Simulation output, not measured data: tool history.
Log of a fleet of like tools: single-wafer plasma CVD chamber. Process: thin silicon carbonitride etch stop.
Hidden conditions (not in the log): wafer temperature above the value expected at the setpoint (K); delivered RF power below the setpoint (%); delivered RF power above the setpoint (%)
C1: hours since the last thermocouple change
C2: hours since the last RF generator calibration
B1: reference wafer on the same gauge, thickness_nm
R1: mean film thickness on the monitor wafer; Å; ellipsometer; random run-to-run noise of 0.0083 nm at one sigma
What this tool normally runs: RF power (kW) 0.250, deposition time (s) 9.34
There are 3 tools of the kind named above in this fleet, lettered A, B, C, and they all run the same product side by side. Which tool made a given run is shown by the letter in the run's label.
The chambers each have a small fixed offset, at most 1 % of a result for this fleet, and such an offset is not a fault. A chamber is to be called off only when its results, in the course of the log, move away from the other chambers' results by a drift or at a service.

run 1A hour=5.7 | RF_power_(kW)=0.250 deposition_time_(s)=9.34 | C1=56.5 C2=332.4 | B1=6.4808 | R1=57.298
run 2C hour=10.9 | RF_power_(kW)=0.250 deposition_time_(s)=9.34 | C1=907.3 C2=606.2 | B1=6.4831 | R1=57.162
run 3B hour=15.9 | RF_power_(kW)=0.250 deposition_time_(s)=9.34 | C1=115.7 C2=1001.2 | B1=6.4812 | R1=57.085
run 4C hour=26.2 | RF_power_(kW)=0.250 deposition_time_(s)=9.34 | C1=922.6 C2=621.5 | B1=6.4839 | R1=57.113
run 5A hour=33.7 | RF_power_(kW)=0.205 deposition_time_(s)=9.34 | C1=84.5 C2=360.4 | B1=6.4859 | R1=54.177
run 6B hour=43.3 | RF_power_(kW)=0.205 deposition_time_(s)=9.34 | C1=143.1 C2=1028.6 | B1=6.4843 | R1=53.843
run 7C hour=50.7 | RF_power_(kW)=0.205 deposition_time_(s)=9.34 | C1=947.1 C2=646.0 | B1=6.4868 | R1=53.930
run 8A hour=59.6 | RF_power_(kW)=0.250 deposition_time_(s)=9.34 | C1=110.4 C2=386.3 | B1=6.4875 | R1=57.431
run 9B hour=68.2 | RF_power_(kW)=0.250 deposition_time_(s)=9.34 | C1=168.0 C2=1053.5 | B1=6.4890 | R1=56.998
run 10B hour=76.5 | RF_power_(kW)=0.250 deposition_time_(s)=8.16 | C1=176.3 C2=1061.8 | B1=6.4879 | R1=49.929
run 11A hour=85.6 | RF_power_(kW)=0.250 deposition_time_(s)=8.16 | C1=136.4 C2=412.3 | B1=6.4900 | R1=50.299
run 12C hour=91.7 | RF_power_(kW)=0.250 deposition_time_(s)=8.16 | C1=988.1 C2=687.0 | B1=6.4902 | R1=49.900
run 13B hour=100.8 | RF_power_(kW)=0.250 deposition_time_(s)=9.34 | C1=200.6 C2=1086.1 | B1=6.4913 | R1=57.049
run 14C hour=105.8 | RF_power_(kW)=0.250 deposition_time_(s)=9.34 | C1=1002.2 C2=701.1 | B1=6.4911 | R1=57.135
run 15A hour=115.6 | RF_power_(kW)=0.250 deposition_time_(s)=9.34 | C1=166.4 C2=442.3 | B1=6.4936 | R1=57.523
run 16C hour=120.7 | RF_power_(kW)=0.250 deposition_time_(s)=9.34 | C1=1017.1 C2=716.0 | B1=6.4961 | R1=57.091
run 17B hour=126.5 | RF_power_(kW)=0.250 deposition_time_(s)=9.34 | C1=226.3 C2=1111.8 | B1=6.4951 | R1=57.102
run 18A hour=136.4 | RF_power_(kW)=0.250 deposition_time_(s)=9.34 | C1=187.2 C2=463.1 | B1=6.4968 | R1=57.563
run 19B hour=141.9 | RF_power_(kW)=0.210 deposition_time_(s)=8.33 | C1=241.7 C2=1127.2 | B1=6.4972 | R1=48.576
run 20A hour=148.3 | RF_power_(kW)=0.210 deposition_time_(s)=8.33 | C1=199.1 C2=475.0 | B1=6.4984 | R1=48.767
run 21C hour=154.4 | RF_power_(kW)=0.210 deposition_time_(s)=8.33 | C1=1050.8 C2=749.7 | B1=6.4971 | R1=48.519
run 22B hour=163.4 | RF_power_(kW)=0.250 deposition_time_(s)=9.34 | C1=263.2 C2=1148.7 | B1=6.5002 | R1=57.081
run 23A hour=168.5 | RF_power_(kW)=0.250 deposition_time_(s)=9.34 | C1=219.3 C2=495.2 | B1=6.5026 | R1=57.468
run 24C hour=174.9 | RF_power_(kW)=0.250 deposition_time_(s)=9.34 | C1=1071.3 C2=770.2 | B1=6.5000 | R1=57.275
run 25B hour=184.0 | RF_power_(kW)=0.250 deposition_time_(s)=9.34 | C1=283.8 C2=1169.3 | B1=6.5022 | R1=57.232
run 26A hour=191.2 | RF_power_(kW)=0.210 deposition_time_(s)=10.22 | C1=242.0 C2=517.9 | B1=6.5018 | R1=59.710
run 27C hour=197.8 | RF_power_(kW)=0.210 deposition_time_(s)=10.22 | C1=1094.2 C2=793.1 | B1=6.5025 | R1=59.630
run 28B hour=203.7 | RF_power_(kW)=0.210 deposition_time_(s)=10.22 | C1=303.5 C2=1189.0 | B1=6.5050 | R1=59.413
run 29C hour=214.0 | RF_power_(kW)=0.210 deposition_time_(s)=9.90 | C1=1110.4 C2=809.3 | B1=6.5027 | R1=57.672
run 30A hour=220.1 | RF_power_(kW)=0.210 deposition_time_(s)=9.90 | C1=270.9 C2=546.8 | B1=6.5074 | R1=57.799
run 31C hour=225.4 | RF_power_(kW)=0.210 deposition_time_(s)=9.90 | C1=1121.8 C2=820.7 | B1=6.5067 | R1=57.631
run 32A hour=233.0 | RF_power_(kW)=0.250 deposition_time_(s)=9.34 | C1=283.8 C2=559.7 | B1=6.5072 | R1=57.607
run 33B hour=237.5 | RF_power_(kW)=0.250 deposition_time_(s)=9.34 | C1=337.3 C2=1222.8 | B1=6.5086 | R1=57.301
run 34B hour=244.3 | RF_power_(kW)=0.250 deposition_time_(s)=9.34 | C1=344.1 C2=1229.6 | B1=6.5101 | R1=57.287
run 35C hour=250.4 | RF_power_(kW)=0.250 deposition_time_(s)=9.34 | C1=1146.8 C2=845.7 | B1=6.5102 | R1=57.307
run 36A hour=256.9 | RF_power_(kW)=0.250 deposition_time_(s)=9.34 | C1=307.7 C2=583.6 | B1=6.5090 | R1=57.699
run 37A hour=265.0 | RF_power_(kW)=0.250 deposition_time_(s)=9.34 | C1=315.8 C2=591.7 | B1=6.5122 | R1=57.622
run 38B hour=274.3 | RF_power_(kW)=0.290 deposition_time_(s)=10.15 | C1=374.1 C2=1259.6 | B1=6.5130 | R1=65.078
run 39C hour=280.3 | RF_power_(kW)=0.290 deposition_time_(s)=10.15 | C1=1176.7 C2=875.6 | B1=6.5128 | R1=65.238
run 40B hour=285.6 | RF_power_(kW)=0.290 deposition_time_(s)=10.15 | C1=385.4 C2=1270.9 | B1=6.5118 | R1=65.139
run 41C hour=294.5 | RF_power_(kW)=0.250 deposition_time_(s)=9.34 | C1=1190.9 C2=889.8 | B1=6.5164 | R1=57.251
run 42A hour=303.0 | RF_power_(kW)=0.250 deposition_time_(s)=9.34 | C1=353.8 C2=629.7 | B1=6.5183 | R1=57.721
run 43C hour=313.1 | RF_power_(kW)=0.250 deposition_time_(s)=9.34 | C1=1209.5 C2=908.4 | B1=6.5197 | R1=57.349

Predict what each chamber gives when all 3 of them run the settings below next.
run 44A hour=320.5 | RF_power_(kW)=0.265 deposition_time_(s)=9.34 | R1=?
run 44B hour=320.5 | RF_power_(kW)=0.265 deposition_time_(s)=9.34 | R1=?
run 44C hour=320.5 | RF_power_(kW)=0.265 deposition_time_(s)=9.34 | R1=?

run=44A R1=58.646
run=44B R1=58.385
run=44C R1=58.257
